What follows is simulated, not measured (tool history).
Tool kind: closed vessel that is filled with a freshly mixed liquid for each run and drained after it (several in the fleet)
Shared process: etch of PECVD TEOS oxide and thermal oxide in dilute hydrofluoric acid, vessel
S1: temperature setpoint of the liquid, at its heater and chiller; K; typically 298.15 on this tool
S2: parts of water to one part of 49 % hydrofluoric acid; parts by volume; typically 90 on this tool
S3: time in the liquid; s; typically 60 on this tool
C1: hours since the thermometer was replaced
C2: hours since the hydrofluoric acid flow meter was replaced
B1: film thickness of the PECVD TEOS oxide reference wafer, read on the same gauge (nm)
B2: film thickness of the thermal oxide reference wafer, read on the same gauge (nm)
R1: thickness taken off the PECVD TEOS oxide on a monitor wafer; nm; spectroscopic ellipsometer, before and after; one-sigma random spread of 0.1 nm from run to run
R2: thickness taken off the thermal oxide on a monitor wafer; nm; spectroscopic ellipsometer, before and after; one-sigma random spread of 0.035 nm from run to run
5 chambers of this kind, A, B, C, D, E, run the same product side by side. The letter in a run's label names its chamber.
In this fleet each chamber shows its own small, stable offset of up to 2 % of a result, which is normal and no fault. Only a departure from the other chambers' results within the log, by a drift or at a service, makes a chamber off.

{"run": "1A", "hour": 2.6, "S1": 298.15, "S2": 90, "S3": 60, "C1": 698.9, "C2": 398.3, "B1": 100, "B2": 60.004, "R1": 11.004, "R2": 3.2748}
{"run": "2D", "hour": 7.3, "S1": 298.15, "S2": 90, "S3": 60, "C1": 7.8, "C2": 1414.2, "B1": 100.03, "B2": 60.028, "R1": 11.417, "R2": 3.2305}
{"run": "3C", "hour": 10.1, "S1": 298.15, "S2": 90, "S3": 60, "C1": 991.5, "C2": 331, "B1": 100.03, "B2": 60.022, "R1": 11.233, "R2": 3.2026}
{"run": "4B", "hour": 13.2, "S1": 298.15, "S2": 90, "S3": 60, "C1": 152.4, "C2": 517, "B1": 99.977, "B2": 60.002, "R1": 11.415, "R2": 3.2425}
{"run": "5E", "hour": 15.7, "S1": 298.15, "S2": 90, "S3": 60, "C1": 610.4, "C2": 300.9, "B1": 99.989, "B2": 60.036, "R1": 11.28, "R2": 3.2015}
{"run": "6E", "hour": 20.2, "S1": 298.15, "S2": 90, "S3": 60, "C1": 614.9, "C2": 305.4, "B1": 100.01, "B2": 60.047, "R1": 11.235, "R2": 3.1535}
{"run": "7B", "hour": 23.5, "S1": 298.15, "S2": 90, "S3": 60, "C1": 162.7, "C2": 527.3, "B1": 100.03, "B2": 60.015, "R1": 11.255, "R2": 3.2631}
{"run": "8C", "hour": 26.7, "S1": 298.15, "S2": 90, "S3": 60, "C1": 1008.1, "C2": 347.6, "B1": 100, "B2": 59.963, "R1": 11.159, "R2": 3.1954}
{"run": "9D", "hour": 30.3, "S1": 298.15, "S2": 90, "S3": 60, "C1": 30.8, "C2": 1437.2, "B1": 99.995, "B2": 60.024, "R1": 11.22, "R2": 3.2396}
{"run": "10A", "hour": 33.7, "S1": 298.15, "S2": 90, "S3": 60, "C1": 730, "C2": 429.4, "B1": 99.954, "B2": 60, "R1": 10.87, "R2": 3.2218}
{"run": "11E", "hour": 36.9, "S1": 298.15, "S2": 90, "S3": 60, "C1": 631.6, "C2": 322.1, "B1": 100.01, "B2": 59.988, "R1": 11.173, "R2": 3.1683}
{"run": "12D", "hour": 42.1, "S1": 298.15, "S2": 90, "S3": 60, "C1": 42.6, "C2": 1449, "B1": 100.05, "B2": 60.022, "R1": 11.111, "R2": 3.2353}
{"run": "13C", "hour": 46.0, "S1": 298.15, "S2": 90, "S3": 60, "C1": 1027.4, "C2": 366.9, "B1": 100.01, "B2": 59.978, "R1": 11.21, "R2": 3.2919}
{"run": "14B", "hour": 49.1, "S1": 298.15, "S2": 90, "S3": 60, "C1": 188.3, "C2": 552.9, "B1": 100, "B2": 59.994, "R1": 11.555, "R2": 3.2095}
{"run": "15A", "hour": 52.6, "S1": 298.15, "S2": 130, "S3": 35, "C1": 748.9, "C2": 448.3, "B1": 99.968, "B2": 60.028, "R1": 4.2954, "R2": 1.2253}
{"run": "16D", "hour": 55.5, "S1": 298.15, "S2": 130, "S3": 35, "C1": 56, "C2": 1462.4, "B1": 99.978, "B2": 59.987, "R1": 4.3695, "R2": 1.2399}
{"run": "17E", "hour": 58.6, "S1": 298.15, "S2": 130, "S3": 35, "C1": 653.3, "C2": 343.8, "B1": 99.99, "B2": 60.041, "R1": 4.3063, "R2": 1.2288}
{"run": "18A", "hour": 61.3, "S1": 298.15, "S2": 130, "S3": 35, "C1": 757.6, "C2": 457, "B1": 99.999, "B2": 60.002, "R1": 4.2823, "R2": 1.2383}
{"hour": 62.8, "done": "chamber E: thermometer replaced"}
{"run": "19C", "hour": 65.3, "S1": 298.15, "S2": 130, "S3": 35, "C1": 1046.7, "C2": 386.2, "B1": 100, "B2": 60.064, "R1": 4.2789, "R2": 1.2451}
{"run": "20B", "hour": 67.9, "S1": 298.15, "S2": 90, "S3": 60, "C1": 207.1, "C2": 571.7, "B1": 99.976, "B2": 59.985, "R1": 11.448, "R2": 3.3102}
{"run": "21E", "hour": 71.7, "S1": 298.15, "S2": 90, "S3": 60, "C1": 9, "C2": 356.9, "B1": 100.02, "B2": 59.987, "R1": 11.465, "R2": 3.1831}
{"run": "22A", "hour": 75.8, "S1": 298.15, "S2": 90, "S3": 35, "C1": 772.1, "C2": 471.5, "B1": 99.986, "B2": 60.051, "R1": 6.4639, "R2": 1.8649}
{"run": "23B", "hour": 79.6, "S1": 298.15, "S2": 90, "S3": 35, "C1": 218.8, "C2": 583.4, "B1": 100.02, "B2": 59.972, "R1": 6.6875, "R2": 1.9071}
{"run": "24D", "hour": 83.7, "S1": 298.15, "S2": 90, "S3": 35, "C1": 84.2, "C2": 1490.6, "B1": 100.04, "B2": 59.989, "R1": 6.5897, "R2": 1.8992}
{"run": "25C", "hour": 88.7, "S1": 298.15, "S2": 90, "S3": 35, "C1": 1070.1, "C2": 409.6, "B1": 100, "B2": 59.95, "R1": 6.5998, "R2": 1.8816}
{"run": "26E", "hour": 92.0, "S1": 298.15, "S2": 90, "S3": 35, "C1": 29.3, "C2": 377.2, "B1": 99.969, "B2": 59.957, "R1": 6.5159, "R2": 1.8644}
{"run": "27C", "hour": 95.8, "S1": 298.15, "S2": 90, "S3": 60, "C1": 1077.2, "C2": 416.7, "B1": 99.979, "B2": 59.982, "R1": 11.16, "R2": 3.1799}
{"run": "28B", "hour": 99.6, "S1": 298.15, "S2": 90, "S3": 60, "C1": 238.8, "C2": 603.4, "B1": 100.02, "B2": 60.013, "R1": 11.294, "R2": 3.2159}
{"run": "29A", "hour": 102.9, "S1": 298.15, "S2": 90, "S3": 60, "C1": 799.2, "C2": 498.6, "B1": 99.975, "B2": 59.988, "R1": 11.031, "R2": 3.2188}
{"run": "30D", "hour": 107.6, "S1": 298.15, "S2": 90, "S3": 60, "C1": 108.1, "C2": 1514.5, "B1": 99.984, "B2": 59.982, "R1": 11.151, "R2": 3.2183}
{"run": "31D", "hour": 110.7, "S1": 298.15, "S2": 90, "S3": 60, "C1": 111.2, "C2": 1517.6, "B1": 100.03, "B2": 59.986, "R1": 11.372, "R2": 3.186}
{"run": "32A", "hour": 115.2, "S1": 298.15, "S2": 90, "S3": 60, "C1": 811.5, "C2": 510.9, "B1": 99.997, "B2": 59.948, "R1": 11.168, "R2": 3.216}
{"run": "33B", "hour": 117.5, "S1": 298.15, "S2": 90, "S3": 60, "C1": 256.7, "C2": 621.3, "B1": 100.01, "B2": 59.989, "R1": 11.303, "R2": 3.2084}
{"run": "34C", "hour": 119.9, "S1": 301.65, "S2": 90, "S3": 60, "C1": 1101.3, "C2": 440.8, "B1": 99.983, "B2": 59.94, "R1": 12.71, "R2": 3.691}
{"run": "35E", "hour": 122.4, "S1": 301.65, "S2": 90, "S3": 60, "C1": 59.7, "C2": 407.6, "B1": 99.981, "B2": 60.002, "R1": 12.755, "R2": 3.6905}
{"run": "36D", "hour": 126.2, "S1": 301.65, "S2": 90, "S3": 60, "C1": 126.7, "C2": 1533.1, "B1": 99.98, "B2": 60.006, "R1": 12.786, "R2": 3.6715}
{"run": "37E", "hour": 130.8, "S1": 301.65, "S2": 90, "S3": 60, "C1": 68.1, "C2": 416, "B1": 100.02, "B2": 60.018, "R1": 12.784, "R2": 3.6134}
{"run": "38B", "hour": 135.1, "S1": 301.65, "S2": 90, "S3": 60, "C1": 274.3, "C2": 638.9, "B1": 99.965, "B2": 60.006, "R1": 12.842, "R2": 3.6952}
{"run": "39A", "hour": 138.0, "S1": 298.15, "S2": 90, "S3": 60, "C1": 834.3, "C2": 533.7, "B1": 99.967, "B2": 60.043, "R1": 11.004, "R2": 3.2773}
{"run": "40C", "hour": 142.2, "S1": 298.15, "S2": 90, "S3": 60, "C1": 1123.6, "C2": 463.1, "B1": 100.01, "B2": 60.003, "R1": 11.255, "R2": 3.1826}
{"run": "41D", "hour": 146.4, "S1": 298.15, "S2": 90, "S3": 60, "C1": 146.9, "C2": 1553.3, "B1": 99.988, "B2": 60.049, "R1": 11.174, "R2": 3.2938}
{"run": "42C", "hour": 151.2, "S1": 298.15, "S2": 90, "S3": 60, "C1": 1132.6, "C2": 472.1, "B1": 100, "B2": 59.983, "R1": 11.073, "R2": 3.1961}
{"run": "43B", "hour": 154.2, "S1": 298.15, "S2": 90, "S3": 60, "C1": 293.4, "C2": 658, "B1": 99.997, "B2": 59.947, "R1": 11.427, "R2": 3.1702}
{"run": "44E", "hour": 156.9, "S1": 298.15, "S2": 90, "S3": 60, "C1": 94.2, "C2": 442.1, "B1": 99.984, "B2": 60.012, "R1": 11.1, "R2": 3.1921}

Does one chamber stand apart from the rest, does the shared gauge drift, or is all well apart from small per-chamber offsets? Give the chamber and the most likely cause, where there is one.

No chamber stands off beyond its own small offset, and the gauge holds steady.
